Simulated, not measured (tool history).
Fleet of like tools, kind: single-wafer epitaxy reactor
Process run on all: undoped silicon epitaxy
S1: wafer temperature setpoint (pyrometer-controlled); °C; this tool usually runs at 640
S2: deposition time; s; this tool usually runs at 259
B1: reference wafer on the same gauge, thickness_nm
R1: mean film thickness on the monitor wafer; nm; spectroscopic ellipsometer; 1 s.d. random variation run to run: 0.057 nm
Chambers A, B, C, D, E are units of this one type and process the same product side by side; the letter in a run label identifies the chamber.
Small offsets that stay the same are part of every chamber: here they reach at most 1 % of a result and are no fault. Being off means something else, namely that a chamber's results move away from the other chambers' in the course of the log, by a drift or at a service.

| run | hour | S1 | S2 | B1 | R1 |
|---|---|---|---|---|---|
| 1A | 12 | 640 | 259 | 31.307 | 34.818 |
| 2D | 18.5 | 640 | 259 | 31.306 | 34.863 |
| 3C | 31.4 | 640 | 259 | 31.326 | 35.057 |
| 4E | 38.2 | 640 | 259 | 31.32 | 35.022 |
| 5B | 50.9 | 640 | 259 | 31.326 | 34.637 |
| 6B | 61.4 | 629 | 215 | 31.338 | 22.518 |
| 7D | 68.9 | 629 | 215 | 31.334 | 22.6 |
| 8E | 79.3 | 629 | 215 | 31.343 | 22.599 |
| 9A | 89.5 | 629 | 215 | 31.353 | 22.561 |
| 10C | 99.3 | 629 | 215 | 31.338 | 22.742 |
| 11E | 111.2 | 640 | 259 | 31.358 | 34.944 |
| 12B | 123.3 | 640 | 259 | 31.352 | 34.592 |
| 13A | 130.8 | 640 | 259 | 31.375 | 34.854 |
| 14C | 140.8 | 640 | 259 | 31.373 | 35.122 |
| 15D | 148.4 | 652 | 235 | 31.379 | 41.392 |
| 16E | 161.9 | 652 | 235 | 31.394 | 41.598 |
| 17A | 170.5 | 652 | 235 | 31.385 | 41.364 |
| 18D | 180 | 652 | 235 | 31.376 | 41.485 |
| 19C | 190.5 | 652 | 235 | 31.399 | 41.307 |
| 20B | 197.4 | 640 | 259 | 31.399 | 34.756 |
|  | 199.1 | chamber D: pyrometer calibrated |
| 21A | 205.5 | 640 | 259 | 31.405 | 34.968 |
| 22B | 211.7 | 640 | 259 | 31.4 | 34.674 |
|  | 219.4 | chamber C: pyrometer calibrated |
| 23D | 220.8 | 646 | 244 | 31.424 | 37.824 |
| 24E | 227.5 | 646 | 244 | 31.409 | 37.915 |
| 25C | 234.6 | 646 | 244 | 31.423 | 37.827 |
| 26B | 242 | 646 | 244 | 31.432 | 37.414 |
| 27A | 248.9 | 646 | 244 | 31.42 | 37.728 |
| 28D | 260.9 | 640 | 259 | 31.435 | 35.018 |
| 29C | 273.8 | 626 | 298 | 31.436 | 29.574 |
| 30E | 282.2 | 626 | 298 | 31.448 | 29.41 |
| 31C | 289.9 | 626 | 298 | 31.455 | 29.528 |
| 32B | 297.4 | 626 | 298 | 31.441 | 29.144 |
| 33E | 309.9 | 626 | 298 | 31.466 | 29.346 |
| 34A | 321.9 | 635 | 235 | 31.461 | 28.416 |
| 35D | 328.7 | 635 | 235 | 31.459 | 28.352 |
| 36A | 336.1 | 635 | 235 | 31.478 | 28.434 |
| 37B | 343.9 | 635 | 235 | 31.475 | 28.117 |
| 38E | 354.7 | 635 | 235 | 31.48 | 28.467 |
| 39C | 362.8 | 640 | 259 | 31.491 | 35.154 |
| 40D | 373.5 | 648 | 259 | 31.487 | 42.025 |
| 41E | 385.3 | 648 | 259 | 31.502 | 42.207 |
| 42D | 397.3 | 648 | 259 | 31.504 | 42.128 |
| 43C | 404.9 | 648 | 259 | 31.486 | 41.949 |
| 44B | 412.9 | 648 | 259 | 31.505 | 41.514 |

Next, all 5 chambers run the settings below, one line each with question marks for the results. What does each chamber give?
| 45A | 422.6 | 640 | 259 |  | ? |
| 45B | 422.6 | 640 | 259 |  | ? |
| 45C | 422.6 | 640 | 259 |  | ? |
| 45D | 422.6 | 640 | 259 |  | ? |
| 45E | 422.6 | 640 | 259 |  | ? |

| run | R1 |
|---|---|
| 45A | 35.158 |
| 45B | 34.929 |
| 45C | 35.283 |
| 45D | 35.179 |
| 45E | 35.164 |

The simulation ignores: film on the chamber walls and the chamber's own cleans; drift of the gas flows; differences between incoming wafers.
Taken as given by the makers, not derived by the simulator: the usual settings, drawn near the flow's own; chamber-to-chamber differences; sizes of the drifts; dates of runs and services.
